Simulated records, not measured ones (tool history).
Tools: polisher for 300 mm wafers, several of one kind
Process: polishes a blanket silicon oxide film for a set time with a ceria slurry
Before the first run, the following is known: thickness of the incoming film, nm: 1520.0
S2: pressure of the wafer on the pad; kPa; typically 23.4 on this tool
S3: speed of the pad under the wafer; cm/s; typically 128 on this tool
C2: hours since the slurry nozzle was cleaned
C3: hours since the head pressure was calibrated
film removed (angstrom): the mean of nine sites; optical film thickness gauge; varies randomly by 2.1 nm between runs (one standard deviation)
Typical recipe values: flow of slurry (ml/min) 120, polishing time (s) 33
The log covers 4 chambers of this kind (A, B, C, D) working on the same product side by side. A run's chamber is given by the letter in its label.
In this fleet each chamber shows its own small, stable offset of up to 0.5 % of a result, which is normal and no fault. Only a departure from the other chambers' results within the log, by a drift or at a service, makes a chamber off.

{"hour": 3.5, "done": "chamber D: slurry nozzle cleaned"}
{"hour": 9.4, "done": "chamber B: worn pad replaced by a new one"}
{"run": "1A", "hour": 10.1, "flow of slurry (ml/min)": 120, "S2": 23.4, "S3": 128, "polishing time (s)": 33, "wafers polished on this pad": 651, "C2": 193.5, "C3": 603.1, "film removed (angstrom)": 1791.4}
{"run": "2B", "hour": 16.2, "flow of slurry (ml/min)": 120, "S2": 23.4, "S3": 128, "polishing time (s)": 33, "wafers polished on this pad": 84, "C2": 367.2, "C3": 490.8, "film removed (angstrom)": 1827.1}
{"hour": 20.7, "done": "chamber C: worn pad replaced by a new one"}
{"run": "3C", "hour": 22.0, "flow of slurry (ml/min)": 120, "S2": 23.4, "S3": 128, "polishing time (s)": 33, "wafers polished on this pad": 16, "C2": 320.4, "C3": 203.9, "film removed (angstrom)": 1782}
{"run": "4D", "hour": 29.7, "flow of slurry (ml/min)": 120, "S2": 23.4, "S3": 128, "polishing time (s)": 33, "wafers polished on this pad": 690, "C2": 26.3, "C3": 92, "film removed (angstrom)": 1781.3}
{"run": "5B", "hour": 37.1, "flow of slurry (ml/min)": 120, "S2": 23.4, "S3": 128, "polishing time (s)": 33, "wafers polished on this pad": 343, "C2": 388.1, "C3": 511.7, "film removed (angstrom)": 1770.2}
{"run": "6D", "hour": 46.7, "flow of slurry (ml/min)": 120, "S2": 23.4, "S3": 128, "polishing time (s)": 33, "wafers polished on this pad": 901, "C2": 43.3, "C3": 109, "film removed (angstrom)": 1825.1}
{"run": "7C", "hour": 55.9, "flow of slurry (ml/min)": 120, "S2": 23.4, "S3": 128, "polishing time (s)": 33, "wafers polished on this pad": 436, "C2": 354.3, "C3": 237.8, "film removed (angstrom)": 1824}
{"run": "8A", "hour": 61.5, "flow of slurry (ml/min)": 120, "S2": 23.4, "S3": 128, "polishing time (s)": 33, "wafers polished on this pad": 1289, "C2": 244.9, "C3": 654.5, "film removed (angstrom)": 1787.9}
{"hour": 64.8, "done": "chamber D: worn pad replaced by a new one"}
{"hour": 66.3, "done": "chamber B: worn pad replaced by a new one"}
{"run": "9A", "hour": 69.7, "flow of slurry (ml/min)": 120, "S2": 23.4, "S3": 100, "polishing time (s)": 33, "wafers polished on this pad": 1391, "C2": 253.1, "C3": 662.7, "film removed (angstrom)": 1444.5}
{"hour": 78.3, "done": "chamber C: worn pad replaced by a new one"}
{"run": "10D", "hour": 79.5, "flow of slurry (ml/min)": 120, "S2": 23.4, "S3": 100, "polishing time (s)": 33, "wafers polished on this pad": 182, "C2": 76.1, "C3": 141.8, "film removed (angstrom)": 1385.9}
{"run": "11B", "hour": 87.4, "flow of slurry (ml/min)": 120, "S2": 23.4, "S3": 100, "polishing time (s)": 33, "wafers polished on this pad": 262, "C2": 438.4, "C3": 562, "film removed (angstrom)": 1404.9}
{"run": "12C", "hour": 93.8, "flow of slurry (ml/min)": 120, "S2": 23.4, "S3": 100, "polishing time (s)": 33, "wafers polished on this pad": 192, "C2": 392.2, "C3": 275.7, "film removed (angstrom)": 1404.9}
{"run": "13C", "hour": 102.7, "flow of slurry (ml/min)": 120, "S2": 23.4, "S3": 98, "polishing time (s)": 22, "wafers polished on this pad": 303, "C2": 401.1, "C3": 284.6, "film removed (angstrom)": 909.95}
{"hour": 107.5, "done": "chamber B: slurry nozzle cleaned"}
{"run": "14B", "hour": 111.5, "flow of slurry (ml/min)": 120, "S2": 23.4, "S3": 98, "polishing time (s)": 22, "wafers polished on this pad": 561, "C2": 4, "C3": 586.1, "film removed (angstrom)": 920.98}
{"run": "15D", "hour": 118.3, "flow of slurry (ml/min)": 120, "S2": 23.4, "S3": 98, "polishing time (s)": 22, "wafers polished on this pad": 664, "C2": 114.9, "C3": 180.6, "film removed (angstrom)": 925.62}
{"run": "16A", "hour": 125.1, "flow of slurry (ml/min)": 120, "S2": 23.4, "S3": 98, "polishing time (s)": 22, "wafers polished on this pad": 2078, "C2": 308.5, "C3": 718.1, "film removed (angstrom)": 912.98}
{"run": "17D", "hour": 131.6, "flow of slurry (ml/min)": 120, "S2": 23.4, "S3": 128, "polishing time (s)": 33, "wafers polished on this pad": 829, "C2": 128.2, "C3": 193.9, "film removed (angstrom)": 1779.9}
{"hour": 134.9, "done": "chamber B: worn pad replaced by a new one"}
{"run": "18B", "hour": 139.8, "flow of slurry (ml/min)": 120, "S2": 23.4, "S3": 128, "polishing time (s)": 33, "wafers polished on this pad": 60, "C2": 32.3, "C3": 614.4, "film removed (angstrom)": 1804.7}
{"hour": 144.3, "done": "chamber D: worn pad replaced by a new one"}
{"hour": 145.4, "done": "chamber C: worn pad replaced by a new one"}
{"run": "19C", "hour": 147.5, "flow of slurry (ml/min)": 120, "S2": 23.4, "S3": 128, "polishing time (s)": 33, "wafers polished on this pad": 27, "C2": 445.9, "C3": 329.4, "film removed (angstrom)": 1781.1}
{"run": "20A", "hour": 156.0, "flow of slurry (ml/min)": 120, "S2": 23.4, "S3": 128, "polishing time (s)": 33, "wafers polished on this pad": 2461, "C2": 339.4, "C3": 749, "film removed (angstrom)": 1790.3}
{"run": "21B", "hour": 161.5, "flow of slurry (ml/min)": 120, "S2": 23.4, "S3": 128, "polishing time (s)": 33, "wafers polished on this pad": 330, "C2": 54, "C3": 636.1, "film removed (angstrom)": 1798.9}
{"run": "22C", "hour": 169.0, "flow of slurry (ml/min)": 120, "S2": 23.4, "S3": 128, "polishing time (s)": 33, "wafers polished on this pad": 293, "C2": 467.4, "C3": 350.9, "film removed (angstrom)": 1801.1}
{"run": "23A", "hour": 174.5, "flow of slurry (ml/min)": 120, "S2": 23.4, "S3": 128, "polishing time (s)": 33, "wafers polished on this pad": 2691, "C2": 357.9, "C3": 767.5, "film removed (angstrom)": 1732.1}
{"run": "24D", "hour": 184.3, "flow of slurry (ml/min)": 120, "S2": 16.5, "S3": 128, "polishing time (s)": 26, "wafers polished on this pad": 496, "C2": 180.9, "C3": 246.6, "film removed (angstrom)": 997.5}
{"run": "25D", "hour": 193.1, "flow of slurry (ml/min)": 120, "S2": 16.5, "S3": 128, "polishing time (s)": 26, "wafers polished on this pad": 605, "C2": 189.7, "C3": 255.4, "film removed (angstrom)": 997.5}
{"hour": 193.7, "done": "chamber B: worn pad replaced by a new one"}
{"run": "26A", "hour": 203.2, "flow of slurry (ml/min)": 120, "S2": 16.5, "S3": 128, "polishing time (s)": 26, "wafers polished on this pad": 3047, "C2": 386.6, "C3": 796.2, "film removed (angstrom)": 974.06}
{"hour": 205.7, "done": "chamber C: worn pad replaced by a new one"}
{"run": "27B", "hour": 207.8, "flow of slurry (ml/min)": 120, "S2": 16.5, "S3": 128, "polishing time (s)": 26, "wafers polished on this pad": 175, "C2": 100.3, "C3": 682.4, "film removed (angstrom)": 1000.8}
{"run": "28C", "hour": 212.2, "flow of slurry (ml/min)": 100, "S2": 23.4, "S3": 128, "polishing time (s)": 33, "wafers polished on this pad": 81, "C2": 510.6, "C3": 394.1, "film removed (angstrom)": 1721.8}
{"run": "29B", "hour": 217.5, "flow of slurry (ml/min)": 100, "S2": 23.4, "S3": 128, "polishing time (s)": 33, "wafers polished on this pad": 295, "C2": 110, "C3": 692.1, "film removed (angstrom)": 1714}
{"run": "30D", "hour": 225.1, "flow of slurry (ml/min)": 100, "S2": 23.4, "S3": 128, "polishing time (s)": 33, "wafers polished on this pad": 1002, "C2": 221.7, "C3": 287.4, "film removed (angstrom)": 1718.9}
{"run": "31C", "hour": 230.5, "flow of slurry (ml/min)": 100, "S2": 23.4, "S3": 128, "polishing time (s)": 33, "wafers polished on this pad": 308, "C2": 528.9, "C3": 412.4, "film removed (angstrom)": 1701.1}
{"hour": 233.1, "done": "chamber D: worn pad replaced by a new one"}
{"run": "32A", "hour": 235.2, "flow of slurry (ml/min)": 120, "S2": 16.5, "S3": 128, "polishing time (s)": 33, "wafers polished on this pad": 3444, "C2": 418.6, "C3": 828.2, "film removed (angstrom)": 1200.1}
{"run": "33B", "hour": 243.2, "flow of slurry (ml/min)": 120, "S2": 16.5, "S3": 128, "polishing time (s)": 33, "wafers polished on this pad": 614, "C2": 135.7, "C3": 717.8, "film removed (angstrom)": 1261}
{"run": "34C", "hour": 249.7, "flow of slurry (ml/min)": 120, "S2": 16.5, "S3": 128, "polishing time (s)": 33, "wafers polished on this pad": 546, "C2": 548.1, "C3": 431.6, "film removed (angstrom)": 1269.1}
{"hour": 253.7, "done": "chamber B: worn pad replaced by a new one"}
{"run": "35A", "hour": 254.9, "flow of slurry (ml/min)": 120, "S2": 16.5, "S3": 128, "polishing time (s)": 33, "wafers polished on this pad": 3688, "C2": 438.3, "C3": 847.9, "film removed (angstrom)": 1222.8}
{"run": "36D", "hour": 259.2, "flow of slurry (ml/min)": 120, "S2": 23.4, "S3": 128, "polishing time (s)": 33, "wafers polished on this pad": 324, "C2": 255.8, "C3": 321.5, "film removed (angstrom)": 1798.6}
{"hour": 265.1, "done": "chamber A: slurry nozzle cleaned"}
{"run": "37B", "hour": 267.6, "flow of slurry (ml/min)": 120, "S2": 23.4, "S3": 128, "polishing time (s)": 33, "wafers polished on this pad": 173, "C2": 160.1, "C3": 742.2, "film removed (angstrom)": 1803.4}
{"hour": 274.9, "done": "chamber C: worn pad replaced by a new one"}
{"run": "38C", "hour": 275.1, "flow of slurry (ml/min)": 120, "S2": 23.4, "S3": 128, "polishing time (s)": 33, "wafers polished on this pad": 3, "C2": 573.5, "C3": 457, "film removed (angstrom)": 1795.3}
{"run": "39D", "hour": 281.5, "flow of slurry (ml/min)": 120, "S2": 23.4, "S3": 128, "polishing time (s)": 33, "wafers polished on this pad": 601, "C2": 278.1, "C3": 343.8, "film removed (angstrom)": 1796}
{"run": "40A", "hour": 288.1, "flow of slurry (ml/min)": 120, "S2": 23.4, "S3": 128, "polishing time (s)": 33, "wafers polished on this pad": 4100, "C2": 23, "C3": 881.1, "film removed (angstrom)": 1711}
{"run": "41A", "hour": 297.5, "flow of slurry (ml/min)": 120, "S2": 23.4, "S3": 128, "polishing time (s)": 33, "wafers polished on this pad": 4217, "C2": 32.4, "C3": 890.5, "film removed (angstrom)": 1692.8}
{"run": "42B", "hour": 305.0, "flow of slurry (ml/min)": 120, "S2": 23.4, "S3": 128, "polishing time (s)": 33, "wafers polished on this pad": 637, "C2": 197.5, "C3": 779.6, "film removed (angstrom)": 1792.7}
{"run": "43C", "hour": 311.3, "flow of slurry (ml/min)": 120, "S2": 19.3, "S3": 128, "polishing time (s)": 33, "wafers polished on this pad": 452, "C2": 609.7, "C3": 493.2, "film removed (angstrom)": 1486.3}

Decide between three cases: one chamber stands off from its peers, the gauge reading all wafers drifts, or nothing is wrong past each chamber's small offset. Where a chamber is off, say which and what most likely put it there.

It is chamber A that slowly wanders off from its peers.
What lies behind it: removal rate lost through wear of the pad, % = 7.37.
It could be hard to tell apart here from: head's pressure below its setpoint, %.

Below are 4 candidate recipes for chamber A's next run, each the usual settings with a change, their results shown as question marks. Which of them brings A's results back in line with what the other chambers give on the usual settings?
A result is in line if it is within this distance of the other chambers' mean on the usual settings: film removed (angstrom) 75
{"run": "44A-1", "hour": 318.6, "flow of slurry (ml/min)": 115, "S2": 23.4, "S3": 110, "polishing time (s)": 33, "film removed (angstrom)": "?"}
{"run": "44A-2", "hour": 318.6, "flow of slurry (ml/min)": 120, "S2": 24.8, "S3": 128, "polishing time (s)": 36, "film removed (angstrom)": "?"}
{"run": "44A-3", "hour": 318.6, "flow of slurry (ml/min)": 120, "S2": 22.1, "S3": 128, "polishing time (s)": 33, "film removed (angstrom)": "?"}
{"run": "44A-4", "hour": 318.6, "flow of slurry (ml/min)": 120, "S2": 23.4, "S3": 132, "polishing time (s)": 34, "film removed (angstrom)": "?"}

Other chambers, usual settings, mean: film removed (angstrom) 1798.3
run=44A-1 film_removed_(angstrom)=1431.3
run=44A-2 film_removed_(angstrom)=1936.7
run=44A-3 film_removed_(angstrom)=1578.3
run=44A-4 film_removed_(angstrom)=1780.8
The right change is 44A-4: it brings the chamber back within the allowed miss of the others.
